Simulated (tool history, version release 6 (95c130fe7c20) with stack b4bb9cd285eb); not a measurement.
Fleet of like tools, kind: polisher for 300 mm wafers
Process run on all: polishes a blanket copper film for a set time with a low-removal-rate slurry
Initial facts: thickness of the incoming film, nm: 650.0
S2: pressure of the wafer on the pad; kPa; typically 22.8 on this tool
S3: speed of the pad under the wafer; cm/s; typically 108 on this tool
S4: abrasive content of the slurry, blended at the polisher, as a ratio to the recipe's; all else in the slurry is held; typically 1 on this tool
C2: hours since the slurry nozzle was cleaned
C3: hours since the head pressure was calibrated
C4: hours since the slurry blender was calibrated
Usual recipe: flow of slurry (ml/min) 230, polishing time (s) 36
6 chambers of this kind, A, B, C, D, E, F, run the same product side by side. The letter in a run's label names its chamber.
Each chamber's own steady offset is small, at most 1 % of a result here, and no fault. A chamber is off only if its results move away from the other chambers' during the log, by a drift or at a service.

{"hour": 0.1, "done": "chamber C: head pressure recalibrated"}
{"run": "1D", "hour": 3.7, "flow of slurry (ml/min)": 230, "S2": 22.8, "S3": 108, "S4": 1, "polishing time (s)": 36, "wafers polished on this pad": 703, "C2": 25.8, "C3": 203.5, "C4": 126.7, "film removed (nm)": 136.34}
{"run": "2F", "hour": 8.4, "flow of slurry (ml/min)": 230, "S2": 22.8, "S3": 108, "S4": 1, "polishing time (s)": 36, "wafers polished on this pad": 180, "C2": 57.1, "C3": 392.2, "C4": 88.8, "film removed (nm)": 136.23}
{"run": "3B", "hour": 13.0, "flow of slurry (ml/min)": 230, "S2": 22.8, "S3": 108, "S4": 1, "polishing time (s)": 36, "wafers polished on this pad": 172, "C2": 277.8, "C3": 50.9, "C4": 109.3, "film removed (nm)": 139.08}
{"run": "4A", "hour": 17.0, "flow of slurry (ml/min)": 230, "S2": 22.8, "S3": 108, "S4": 1, "polishing time (s)": 36, "wafers polished on this pad": 611, "C2": 28.9, "C3": 503.4, "C4": 99.7, "film removed (nm)": 138.12}
{"run": "5E", "hour": 21.6, "flow of slurry (ml/min)": 230, "S2": 22.8, "S3": 108, "S4": 1, "polishing time (s)": 36, "wafers polished on this pad": 552, "C2": 707.5, "C3": 505.6, "C4": 203.9, "film removed (nm)": 138.15}
{"hour": 22.4, "done": "chamber C: worn pad replaced by a new one"}
{"run": "6C", "hour": 24.2, "flow of slurry (ml/min)": 230, "S2": 22.8, "S3": 94, "S4": 1, "polishing time (s)": 36, "wafers polished on this pad": 23, "C2": 140.8, "C3": 24.2, "C4": 276.9, "film removed (nm)": 121.55}
{"hour": 27.7, "done": "chamber D: worn pad replaced by a new one"}
{"run": "7F", "hour": 28.6, "flow of slurry (ml/min)": 230, "S2": 22.8, "S3": 94, "S4": 1, "polishing time (s)": 36, "wafers polished on this pad": 436, "C2": 77.3, "C3": 412.4, "C4": 109, "film removed (nm)": 118.87}
{"hour": 31.3, "done": "chamber B: slurry nozzle cleaned"}
{"run": "8E", "hour": 31.3, "flow of slurry (ml/min)": 230, "S2": 22.8, "S3": 94, "S4": 1, "polishing time (s)": 36, "wafers polished on this pad": 675, "C2": 717.2, "C3": 515.3, "C4": 213.6, "film removed (nm)": 120.4}
{"run": "9B", "hour": 34.7, "flow of slurry (ml/min)": 230, "S2": 22.8, "S3": 94, "S4": 1, "polishing time (s)": 36, "wafers polished on this pad": 447, "C2": 3.4, "C3": 72.6, "C4": 131, "film removed (nm)": 120.44}
{"hour": 34.9, "done": "chamber E: slurry nozzle cleaned"}
{"run": "10A", "hour": 37.0, "flow of slurry (ml/min)": 230, "S2": 22.8, "S3": 94, "S4": 1, "polishing time (s)": 36, "wafers polished on this pad": 865, "C2": 48.9, "C3": 523.4, "C4": 119.7, "film removed (nm)": 118.28}
{"run": "11D", "hour": 42.0, "flow of slurry (ml/min)": 230, "S2": 22.8, "S3": 94, "S4": 1, "polishing time (s)": 36, "wafers polished on this pad": 181, "C2": 64.1, "C3": 241.8, "C4": 165, "film removed (nm)": 118.65}
{"run": "12C", "hour": 44.2, "flow of slurry (ml/min)": 230, "S2": 22.8, "S3": 108, "S4": 1, "polishing time (s)": 36, "wafers polished on this pad": 277, "C2": 160.8, "C3": 44.2, "C4": 296.9, "film removed (nm)": 136.51}
{"hour": 46.8, "done": "chamber F: slurry blender recalibrated"}
{"run": "13A", "hour": 47.0, "flow of slurry (ml/min)": 230, "S2": 22.8, "S3": 108, "S4": 1, "polishing time (s)": 36, "wafers polished on this pad": 991, "C2": 58.9, "C3": 533.4, "C4": 129.7, "film removed (nm)": 137.26}
{"hour": 48.3, "done": "chamber C: slurry blender recalibrated"}
{"run": "14D", "hour": 49.5, "flow of slurry (ml/min)": 230, "S2": 22.8, "S3": 108, "S4": 1, "polishing time (s)": 36, "wafers polished on this pad": 276, "C2": 71.6, "C3": 249.3, "C4": 172.5, "film removed (nm)": 137.38}
{"run": "15B", "hour": 53.4, "flow of slurry (ml/min)": 230, "S2": 22.8, "S3": 108, "S4": 1, "polishing time (s)": 36, "wafers polished on this pad": 685, "C2": 22.1, "C3": 91.3, "C4": 149.7, "film removed (nm)": 138.31}
{"run": "16F", "hour": 56.1, "flow of slurry (ml/min)": 230, "S2": 22.8, "S3": 108, "S4": 1, "polishing time (s)": 36, "wafers polished on this pad": 785, "C2": 104.8, "C3": 439.9, "C4": 9.3, "film removed (nm)": 137.58}
{"hour": 58.4, "done": "chamber C: worn pad replaced by a new one"}
{"run": "17C", "hour": 60.9, "flow of slurry (ml/min)": 230, "S2": 22.8, "S3": 108, "S4": 1, "polishing time (s)": 36, "wafers polished on this pad": 32, "C2": 177.5, "C3": 60.9, "C4": 12.7, "film removed (nm)": 139.08}
{"run": "18E", "hour": 63.8, "flow of slurry (ml/min)": 230, "S2": 22.8, "S3": 108, "S4": 1, "polishing time (s)": 36, "wafers polished on this pad": 1088, "C2": 29, "C3": 547.8, "C4": 246.1, "film removed (nm)": 136.06}
{"run": "19C", "hour": 67.8, "flow of slurry (ml/min)": 230, "S2": 22.8, "S3": 108, "S4": 1, "polishing time (s)": 36, "wafers polished on this pad": 120, "C2": 184.4, "C3": 67.8, "C4": 19.6, "film removed (nm)": 139.26}
{"run": "20E", "hour": 70.9, "flow of slurry (ml/min)": 230, "S2": 22.8, "S3": 108, "S4": 1, "polishing time (s)": 36, "wafers polished on this pad": 1178, "C2": 36.1, "C3": 554.9, "C4": 253.2, "film removed (nm)": 136.46}
{"run": "21F", "hour": 74.8, "flow of slurry (ml/min)": 230, "S2": 22.8, "S3": 108, "S4": 1, "polishing time (s)": 36, "wafers polished on this pad": 1022, "C2": 123.5, "C3": 458.6, "C4": 28, "film removed (nm)": 138.07}
{"hour": 74.9, "done": "chamber E: worn pad replaced by a new one"}
{"run": "22A", "hour": 79.4, "flow of slurry (ml/min)": 230, "S2": 22.8, "S3": 108, "S4": 1, "polishing time (s)": 36, "wafers polished on this pad": 1402, "C2": 91.3, "C3": 565.8, "C4": 162.1, "film removed (nm)": 137.43}
{"run": "23D", "hour": 83.7, "flow of slurry (ml/min)": 230, "S2": 22.8, "S3": 108, "S4": 1, "polishing time (s)": 36, "wafers polished on this pad": 710, "C2": 105.8, "C3": 283.5, "C4": 206.7, "film removed (nm)": 137.07}
{"hour": 84.8, "done": "chamber A: slurry blender recalibrated"}
{"run": "24B", "hour": 88.5, "flow of slurry (ml/min)": 230, "S2": 22.8, "S3": 108, "S4": 1.2, "polishing time (s)": 36, "wafers polished on this pad": 1130, "C2": 57.2, "C3": 126.4, "C4": 184.8, "film removed (nm)": 143.37}
{"hour": 93.2, "done": "chamber A: worn pad replaced by a new one"}
{"run": "25D", "hour": 93.5, "flow of slurry (ml/min)": 230, "S2": 22.8, "S3": 108, "S4": 1.2, "polishing time (s)": 36, "wafers polished on this pad": 834, "C2": 115.6, "C3": 293.3, "C4": 216.5, "film removed (nm)": 142.74}
{"hour": 94.7, "done": "chamber C: worn pad replaced by a new one"}
{"run": "26B", "hour": 96.8, "flow of slurry (ml/min)": 230, "S2": 22.8, "S3": 108, "S4": 1.2, "polishing time (s)": 36, "wafers polished on this pad": 1235, "C2": 65.5, "C3": 134.7, "C4": 193.1, "film removed (nm)": 143.31}
{"hour": 100.3, "done": "chamber D: worn pad replaced by a new one"}
{"run": "27A", "hour": 101.5, "flow of slurry (ml/min)": 230, "S2": 22.8, "S3": 108, "S4": 1.2, "polishing time (s)": 36, "wafers polished on this pad": 105, "C2": 113.4, "C3": 587.9, "C4": 16.7, "film removed (nm)": 141.6}
{"hour": 103.9, "done": "chamber B: worn pad replaced by a new one"}
{"run": "28F", "hour": 104.8, "flow of slurry (ml/min)": 230, "S2": 22.8, "S3": 108, "S4": 1.2, "polishing time (s)": 36, "wafers polished on this pad": 1403, "C2": 153.5, "C3": 488.6, "C4": 58, "film removed (nm)": 143.93}
{"run": "29E", "hour": 107.2, "flow of slurry (ml/min)": 230, "S2": 22.8, "S3": 108, "S4": 1.2, "polishing time (s)": 36, "wafers polished on this pad": 409, "C2": 72.4, "C3": 591.2, "C4": 289.5, "film removed (nm)": 142.87}
{"hour": 107.3, "done": "chamber F: worn pad replaced by a new one"}
{"run": "30C", "hour": 111.6, "flow of slurry (ml/min)": 230, "S2": 22.8, "S3": 108, "S4": 1, "polishing time (s)": 36, "wafers polished on this pad": 215, "C2": 228.2, "C3": 111.6, "C4": 63.4, "film removed (nm)": 139.09}
{"hour": 114.2, "done": "chamber C: slurry nozzle cleaned"}
{"run": "31C", "hour": 115.1, "flow of slurry (ml/min)": 230, "S2": 22.8, "S3": 108, "S4": 1, "polishing time (s)": 36, "wafers polished on this pad": 259, "C2": 1, "C3": 115.1, "C4": 66.9, "film removed (nm)": 138.72}
{"run": "32E", "hour": 117.9, "flow of slurry (ml/min)": 230, "S2": 22.8, "S3": 108, "S4": 1, "polishing time (s)": 36, "wafers polished on this pad": 545, "C2": 83.1, "C3": 601.9, "C4": 300.2, "film removed (nm)": 138.54}
{"run": "33A", "hour": 120.7, "flow of slurry (ml/min)": 230, "S2": 14.5, "S3": 78, "S4": 1, "polishing time (s)": 36, "wafers polished on this pad": 349, "C2": 132.6, "C3": 607.1, "C4": 35.9, "film removed (nm)": 62.869}
{"run": "34F", "hour": 124.2, "flow of slurry (ml/min)": 230, "S2": 14.5, "S3": 78, "S4": 1, "polishing time (s)": 36, "wafers polished on this pad": 215, "C2": 172.9, "C3": 508, "C4": 77.4, "film removed (nm)": 62.484}
{"run": "35B", "hour": 127.7, "flow of slurry (ml/min)": 230, "S2": 14.5, "S3": 78, "S4": 1, "polishing time (s)": 36, "wafers polished on this pad": 303, "C2": 96.4, "C3": 165.6, "C4": 224, "film removed (nm)": 62.58}
{"run": "36D", "hour": 131.3, "flow of slurry (ml/min)": 230, "S2": 14.5, "S3": 78, "S4": 1, "polishing time (s)": 36, "wafers polished on this pad": 393, "C2": 153.4, "C3": 331.1, "C4": 254.3, "film removed (nm)": 62.602}
{"run": "37E", "hour": 133.8, "flow of slurry (ml/min)": 230, "S2": 14.5, "S3": 78, "S4": 1, "polishing time (s)": 36, "wafers polished on this pad": 747, "C2": 99, "C3": 617.8, "C4": 316.1, "film removed (nm)": 62.983}
{"run": "38D", "hour": 138.7, "flow of slurry (ml/min)": 230, "S2": 14.5, "S3": 78, "S4": 1, "polishing time (s)": 36, "wafers polished on this pad": 487, "C2": 160.8, "C3": 338.5, "C4": 261.7, "film removed (nm)": 62.985}
{"run": "39F", "hour": 141.6, "flow of slurry (ml/min)": 230, "S2": 22.8, "S3": 108, "S4": 1, "polishing time (s)": 36, "wafers polished on this pad": 435, "C2": 190.3, "C3": 525.4, "C4": 94.8, "film removed (nm)": 135.2}
{"run": "40B", "hour": 146.4, "flow of slurry (ml/min)": 230, "S2": 22.8, "S3": 108, "S4": 1, "polishing time (s)": 36, "wafers polished on this pad": 540, "C2": 115.1, "C3": 184.3, "C4": 242.7, "film removed (nm)": 137.04}
{"run": "41A", "hour": 149.8, "flow of slurry (ml/min)": 230, "S2": 22.8, "S3": 108, "S4": 1, "polishing time (s)": 36, "wafers polished on this pad": 718, "C2": 161.7, "C3": 636.2, "C4": 65, "film removed (nm)": 138.97}

Does one chamber stand apart from the rest, does the shared gauge drift, or is all well apart from small per-chamber offsets? Give the chamber and the most likely cause, where there is one.

Neither any chamber nor the gauge drifts; the chambers differ only by their own small, steady offsets.

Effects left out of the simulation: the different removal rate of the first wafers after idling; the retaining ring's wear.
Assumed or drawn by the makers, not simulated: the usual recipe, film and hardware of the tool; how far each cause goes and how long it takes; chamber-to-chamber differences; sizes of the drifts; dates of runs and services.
